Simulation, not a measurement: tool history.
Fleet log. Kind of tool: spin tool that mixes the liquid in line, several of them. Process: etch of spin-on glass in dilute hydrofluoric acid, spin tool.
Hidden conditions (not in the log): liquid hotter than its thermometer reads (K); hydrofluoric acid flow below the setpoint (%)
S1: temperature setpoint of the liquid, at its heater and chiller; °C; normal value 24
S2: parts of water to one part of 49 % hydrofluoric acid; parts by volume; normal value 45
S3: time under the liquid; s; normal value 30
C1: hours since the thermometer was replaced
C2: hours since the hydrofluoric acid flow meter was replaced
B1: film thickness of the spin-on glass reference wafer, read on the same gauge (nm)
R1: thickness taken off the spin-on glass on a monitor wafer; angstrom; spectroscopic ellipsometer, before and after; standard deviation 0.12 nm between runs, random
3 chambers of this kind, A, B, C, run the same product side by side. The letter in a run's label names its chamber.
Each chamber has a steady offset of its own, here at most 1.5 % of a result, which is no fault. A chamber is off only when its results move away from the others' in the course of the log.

Run 1C, day 0.279: usual settings; C1 482.3; C2 292.9; B1 79.994. Result: R1 322.09 angstrom.
Run 2B, day 0.550: usual settings; C1 373.3; C2 356.3; B1 80.017. Result: R1 323.05 angstrom.
Run 3A, day 0.679: usual settings; C1 772.3; C2 1876.5; B1 79.991. Result: R1 325.51 angstrom.
Run 4A, day 0.875: usual settings; C1 777.0; C2 1881.2; B1 80.018. Result: R1 327.16 angstrom.
Run 5C, day 1.096: usual settings; C1 501.9; C2 312.5; B1 80.003. Result: R1 321.35 angstrom.
Run 6B, day 1.338: usual settings but S2 60 parts by volume, S3 45 s; C1 392.2; C2 375.2; B1 80.008. Result: R1 358.84 angstrom.
Run 7B, day 1.575: usual settings but S2 60 parts by volume, S3 45 s; C1 397.9; C2 380.9; B1 79.968. Result: R1 358.77 angstrom.
Run 8C, day 1.738: usual settings but S2 60 parts by volume, S3 45 s; C1 517.3; C2 327.9; B1 80.003. Result: R1 354.84 angstrom.
Run 9A, day 1.908: usual settings; C1 801.8; C2 1906.0; B1 79.956. Result: R1 327.25 angstrom.
Run 10B, day 2.062: usual settings; C1 409.6; C2 392.6; B1 80.001. Result: R1 325.30 angstrom.
Run 11C, day 2.208: usual settings; C1 528.6; C2 339.2; B1 80.000. Result: R1 321.66 angstrom.
Run 12A, day 2.446: usual settings; C1 814.7; C2 1918.9; B1 80.014. Result: R1 325.45 angstrom.
Run 13A, day 2.604: usual settings; C1 818.5; C2 1922.7; B1 80.009. Result: R1 326.80 angstrom.
Run 14B, day 2.788: usual settings; C1 427.0; C2 410.0; B1 79.992. Result: R1 325.78 angstrom.
Run 15C, day 2.925: usual settings; C1 545.8; C2 356.4; B1 80.036. Result: R1 321.08 angstrom.
Run 16C, day 3.138: usual settings; C1 550.9; C2 361.5; B1 80.038. Result: R1 318.73 angstrom.
Run 17A, day 3.371: usual settings but S3 15 s; C1 836.9; C2 1941.1; B1 80.034. Result: R1 163.61 angstrom.
Run 18B, day 3.550: usual settings but S3 15 s; C1 445.3; C2 428.3; B1 79.990. Result: R1 161.91 angstrom.
Run 19B, day 3.725: usual settings but S3 15 s; C1 449.5; C2 432.5; B1 79.976. Result: R1 162.13 angstrom.
Run 20A, day 3.888: usual settings but S1 26 °C; C1 849.3; C2 1953.5; B1 79.982. Result: R1 355.29 angstrom.
Run 21C, day 4.133: usual settings but S1 26 °C; C1 574.8; C2 385.4; B1 79.965. Result: R1 348.32 angstrom.
Run 22C, day 4.354: usual settings but S1 26 °C; C1 580.1; C2 390.7; B1 79.999. Result: R1 346.69 angstrom.
Run 23B, day 4.546: usual settings; C1 469.2; C2 452.2; B1 80.010. Result: R1 324.16 angstrom.
Run 24A, day 4.692: usual settings; C1 868.6; C2 1972.8; B1 79.985. Result: R1 327.08 angstrom.
Run 25B, day 4.850: usual settings; C1 476.5; C2 459.5; B1 79.978. Result: R1 324.56 angstrom.
Run 26C, day 5.117: usual settings; C1 598.4; C2 409.0; B1 80.006. Result: R1 318.82 angstrom.
Run 27A, day 5.258: usual settings; C1 882.2; C2 1986.4; B1 80.038. Result: R1 324.42 angstrom.
Run 28A, day 5.404: usual settings; C1 885.7; C2 1989.9; B1 80.004. Result: R1 325.81 angstrom.
Run 29C, day 5.550: usual settings; C1 608.8; C2 419.4; B1 80.034. Result: R1 316.88 angstrom.
Run 30B, day 5.721: usual settings; C1 497.4; C2 480.4; B1 79.966. Result: R1 323.78 angstrom.
Run 31C, day 5.875: usual settings; C1 616.6; C2 427.2; B1 79.981. Result: R1 316.39 angstrom.
Run 32B, day 6.088: usual settings; C1 506.2; C2 489.2; B1 79.998. Result: R1 323.44 angstrom.
Run 33A, day 6.367: usual settings; C1 908.8; C2 2013.0; B1 80.022. Result: R1 328.09 angstrom.
Run 34B, day 6.567: usual settings; C1 517.7; C2 500.7; B1 80.022. Result: R1 324.97 angstrom.
Run 35A, day 6.696: usual settings; C1 916.7; C2 2020.9; B1 80.001. Result: R1 326.66 angstrom.
Run 36C, day 6.954: usual settings but S1 22 °C; C1 642.5; C2 453.1; B1 80.011. Result: R1 289.21 angstrom.
Run 37C, day 7.208: usual settings but S1 22 °C; C1 648.6; C2 459.2; B1 79.973. Result: R1 288.29 angstrom.
Run 38B, day 7.417: usual settings but S1 22 °C; C1 538.1; C2 521.1; B1 80.006. Result: R1 297.35 angstrom.
Run 39A, day 7.600: usual settings; C1 938.4; C2 2042.6; B1 80.018. Result: R1 324.05 angstrom.

For the next run the whole fleet of 3 chambers uses the same settings. Give each chamber's results:
Run 40A, day 7.804: usual settings but S3 40 s. Result: R1 ?.
Run 40B, day 7.804: usual settings but S3 40 s. Result: R1 ?.
Run 40C, day 7.804: usual settings but S3 40 s. Result: R1 ?.

run      R1
40A  436.73
40B  429.90
40C  413.70
